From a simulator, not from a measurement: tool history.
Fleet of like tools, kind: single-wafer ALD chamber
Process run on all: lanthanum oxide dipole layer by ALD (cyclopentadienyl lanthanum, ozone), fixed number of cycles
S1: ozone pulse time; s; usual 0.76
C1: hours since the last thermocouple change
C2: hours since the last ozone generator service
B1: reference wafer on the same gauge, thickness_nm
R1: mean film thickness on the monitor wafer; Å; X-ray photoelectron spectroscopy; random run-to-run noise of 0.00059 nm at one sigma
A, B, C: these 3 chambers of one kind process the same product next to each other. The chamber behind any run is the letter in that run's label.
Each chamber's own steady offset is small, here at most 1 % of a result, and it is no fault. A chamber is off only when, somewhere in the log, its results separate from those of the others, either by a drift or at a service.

run   hour    S1      C1      C2       B1      R1
 1B   15.2  0.76   587.4  1334.2  0.39499  4.5359
 2A   23.9  0.76  1291.7   309.5  0.39525  4.4789
 3C     37  0.76  1448.1   213.9  0.39534  4.5055
 4A   43.9  0.76  1311.7   329.5  0.39536  4.4933
 5C   54.4  0.76  1465.5   231.3  0.39535  4.5156
 6B     62  0.67   634.2    1381  0.39555   4.295
 7A   74.2  0.67    1342   359.8  0.39568  4.2513
 8C   88.4  0.67  1499.5   265.3  0.39557  4.2634
 9B  100.7  0.76   672.9  1419.7  0.39573  4.5516
10B    112  0.76   684.2    1431  0.39588  4.5491
11A    123  0.53  1390.8   408.6  0.39593  3.7442
12C  137.5  0.53  1548.6   314.4  0.39615  3.7784
13C  151.5  0.53  1562.6   328.4  0.39604  3.7801
14B  165.1  0.76   737.3  1484.1  0.39624  4.5563
15A  173.5  0.76  1441.3   459.1  0.39621  4.4979
     177.6  -- chamber B: ozone generator serviced
16A  183.1  0.76  1450.9   468.7  0.39646  4.4978
17C  198.5  0.76  1609.6   375.4  0.39631  4.5301
18B  206.9  0.76   779.1    29.3  0.39641  4.5604
19A  220.3  0.76  1488.1   505.9   0.3965  4.4987
20C  227.5  0.76  1638.6   404.4  0.39662  4.5247
21B  240.5  0.76   812.7    62.9  0.39663  4.5498
22A  250.9  0.76  1518.7   536.5  0.39671   4.499
23B  265.5  0.51   837.7    87.9  0.39687  3.7436
24C  274.2  0.51  1685.3   451.1  0.39691  3.7122
25C  281.3  0.51  1692.4   458.2   0.3972   3.716

Decide between three cases: one chamber stands off from its peers, the gauge reading all wafers drifts, or nothing is wrong past each chamber's small offset. Where a chamber is off, say which and what most likely put it there.

Every chamber seems to shift together because the gauge that measures them all drifts; the chambers themselves are fine.
Likeliest cause: gauge reads high (%) = 0.539.
